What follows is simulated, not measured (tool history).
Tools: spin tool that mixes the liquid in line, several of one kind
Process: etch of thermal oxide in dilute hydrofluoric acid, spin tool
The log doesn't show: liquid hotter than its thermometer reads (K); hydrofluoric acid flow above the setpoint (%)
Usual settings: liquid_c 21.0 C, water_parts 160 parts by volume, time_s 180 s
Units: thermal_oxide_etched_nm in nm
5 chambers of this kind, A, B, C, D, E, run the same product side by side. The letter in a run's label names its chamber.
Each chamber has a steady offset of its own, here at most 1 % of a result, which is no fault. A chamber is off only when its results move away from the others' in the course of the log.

run,hour,liquid_c,water_parts,time_s,hours since the thermometer was replaced,hours since the hydrofluoric acid flow meter was replaced,"read-back film thickness of the thermal oxide reference wafer, read on the same gauge (nm)",thermal_oxide_etched_nm
1D,7.4,21.0,160,180,2378.5,1179.4,150.01,4.4394
2B,13.7,21.0,160,180,1087.9,452.3,149.99,4.5971
3A,20.8,21.0,160,180,881.7,382.3,149.99,4.4454
4C,28.3,21.0,160,180,1491.1,750.8,150.02,4.5002
5E,35.0,21.0,160,180,527.4,769.3,149.98,4.4823
6D,41.1,21.0,160,180,2412.2,1213.1,149.99,4.5721
7B,45.7,21.0,160,180,1119.9,484.3,150.02,4.4930
8A,54.5,21.0,160,180,915.4,416.0,150.01,4.3906
9E,62.2,21.0,160,180,554.6,796.5,150.02,4.4379
10C,67.9,21.0,160,180,1530.7,790.4,149.99,4.5196
11E,76.7,21.0,160,180,569.1,811.0,150.02,4.4963
# hour 84.5: chamber B: hydrofluoric acid flow meter replaced
12B,85.2,21.0,160,180,1159.4,0.7,150.00,4.5073
# hour 93.2: chamber A: hydrofluoric acid flow meter replaced
13C,93.4,21.0,160,180,1556.2,815.9,150.01,4.6146
14A,99.6,21.0,160,180,960.5,6.5,150.00,4.4680
15D,104.0,21.0,160,180,2475.1,1276.0,150.01,4.6284
16B,109.0,21.0,160,180,1183.2,24.5,149.97,4.5195
17D,116.4,21.0,160,180,2487.5,1288.4,150.01,4.4410
# hour 118.6: chamber D: thermometer replaced
18A,124.7,21.0,160,180,985.6,31.6,150.00,4.4593
19E,131.3,21.0,160,180,623.7,865.6,149.99,4.4876
20C,135.7,21.0,160,180,1598.5,858.2,149.98,4.6551
21A,142.3,25.5,160,180,1003.2,49.2,150.01,5.3985
22D,148.8,25.5,160,180,30.2,1320.8,150.00,5.3318
23C,153.5,25.5,160,180,1616.3,876.0,149.99,5.5318
24B,158.3,25.5,160,180,1232.5,73.8,150.03,5.3681
25E,162.5,25.5,160,180,654.9,896.8,150.01,5.2982
26B,167.6,21.0,160,180,1241.8,83.1,150.02,4.5813
27C,175.2,21.0,160,180,1638.0,897.7,150.00,4.7702
28A,179.3,21.0,160,180,1040.2,86.2,150.00,4.5382
29D,185.3,21.0,160,180,66.7,1357.3,150.01,4.5634
30E,192.4,21.0,160,180,684.8,926.7,150.00,4.4895
31A,200.3,21.0,160,180,1061.2,107.2,150.00,4.5553
32B,207.8,21.0,160,180,1282.0,123.3,149.99,4.4805
33C,214.0,21.0,160,180,1676.8,936.5,149.99,4.8480
34D,219.4,21.0,235,110,100.8,1391.4,150.00,1.7590
35E,223.8,21.0,235,110,716.2,958.1,150.02,1.7292
36D,230.4,21.0,235,110,111.8,1402.4,150.01,1.7430
37A,236.2,21.0,235,110,1097.1,143.1,150.00,1.7581
38C,244.6,21.0,235,110,1707.4,967.1,150.00,1.8461
39E,249.6,21.0,160,180,742.0,983.9,149.99,4.4225
40B,255.5,21.0,160,180,1329.7,171.0,150.01,4.4732
41E,260.2,21.0,200,275,752.6,994.5,150.01,5.2599
42A,268.9,21.0,200,275,1129.8,175.8,150.00,5.3057

All 5 chambers run these settings next. Forecast each chamber's results:
43A,275.3,21.0,160,285,,,,?
43B,275.3,21.0,160,285,,,,?
43C,275.3,21.0,160,285,,,,?
43D,275.3,21.0,160,285,,,,?
43E,275.3,21.0,160,285,,,,?

run,thermal_oxide_etched_nm
43A,7.1047
43B,7.1687
43C,7.7167
43D,7.1845
43E,7.1502
